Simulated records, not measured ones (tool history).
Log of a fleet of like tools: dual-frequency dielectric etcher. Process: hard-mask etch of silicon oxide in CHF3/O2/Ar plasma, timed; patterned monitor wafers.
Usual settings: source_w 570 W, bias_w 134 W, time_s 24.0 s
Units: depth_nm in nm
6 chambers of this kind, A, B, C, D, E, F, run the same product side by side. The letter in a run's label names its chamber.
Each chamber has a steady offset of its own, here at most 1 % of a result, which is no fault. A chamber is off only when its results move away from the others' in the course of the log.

run,hour,source_w,bias_w,time_s,"read-back reference wafer on the same gauge, depth_nm",depth_nm
# hour 5.9: chamber E: wet clean of the chamber
1A,14.5,570,134,24.0,47.199,42.412
# hour 21.3: chamber C: wet clean of the chamber
# hour 22.6: chamber E: bias power generator calibrated
2C,27.2,570,134,24.0,47.182,42.055
3E,37.5,570,134,24.0,47.179,42.059
4B,44.4,570,134,24.0,47.193,42.077
5D,58.0,570,134,24.0,47.181,42.283
6F,73.1,570,134,24.0,47.172,42.264
7C,82.9,570,134,24.0,47.153,42.049
# hour 87.1: chamber B: wet clean of the chamber
8B,90.7,570,134,24.0,47.157,41.900
9D,98.0,570,167,17.5,47.156,33.188
10E,111.8,570,167,17.5,47.138,32.944
11A,122.9,570,167,17.5,47.140,33.278
12F,131.9,570,167,17.5,47.134,33.148
13F,147.7,570,167,17.5,47.121,33.130
14C,156.3,570,167,17.5,47.125,32.913
15E,168.2,570,134,24.0,47.097,41.991
16D,183.6,570,134,24.0,47.105,42.152
# hour 186.0: chamber A: source power generator calibrated
17A,190.5,570,134,24.0,47.114,42.360
18B,203.9,570,134,24.0,47.092,41.915
# hour 210.9: chamber F: wet clean of the chamber
19A,218.4,570,134,24.0,47.081,42.369
20B,229.7,570,134,24.0,47.085,42.035
21D,243.4,570,134,24.0,47.056,42.344
22F,251.8,570,134,24.0,47.080,42.117
23C,262.0,570,134,24.0,47.048,41.950
# hour 276.5: chamber B: source power generator calibrated
24E,276.9,480,134,24.0,47.059,39.167
25E,284.0,480,134,24.0,47.046,39.215
26A,297.4,480,134,24.0,47.041,39.506
27F,307.1,480,134,24.0,47.035,39.468
28D,322.2,480,134,24.0,47.025,39.489
# hour 326.9: chamber D: wet clean of the chamber
29B,337.9,480,134,24.0,47.019,39.140
30C,347.9,570,134,24.0,47.013,41.922
31E,355.3,570,134,24.0,47.002,41.909
32A,366.2,570,134,24.0,47.018,42.228
# hour 370.2: chamber A: wet clean of the chamber
33D,378.2,570,134,24.0,46.988,42.197
34C,390.2,680,108,24.0,47.009,42.050
35B,399.2,680,108,24.0,46.982,42.016
36F,407.2,680,108,24.0,46.986,42.300
# hour 416.3: chamber E: wet clean of the chamber
37F,418.5,680,108,24.0,46.983,42.323
38D,428.1,680,108,24.0,46.977,42.311
39C,437.4,680,108,24.0,46.967,41.987
40E,446.2,570,134,24.0,46.952,41.856
41A,459.5,570,134,24.0,46.955,42.210

Next, every chamber runs the same settings. What will each give?
42A,470.9,570,134,24.0,,?
42B,470.9,570,134,24.0,,?
42C,470.9,570,134,24.0,,?
42D,470.9,570,134,24.0,,?
42E,470.9,570,134,24.0,,?
42F,470.9,570,134,24.0,,?

run,depth_nm
42A,42.123
42B,41.803
42C,41.783
42D,42.097
42E,41.812
42F,42.159

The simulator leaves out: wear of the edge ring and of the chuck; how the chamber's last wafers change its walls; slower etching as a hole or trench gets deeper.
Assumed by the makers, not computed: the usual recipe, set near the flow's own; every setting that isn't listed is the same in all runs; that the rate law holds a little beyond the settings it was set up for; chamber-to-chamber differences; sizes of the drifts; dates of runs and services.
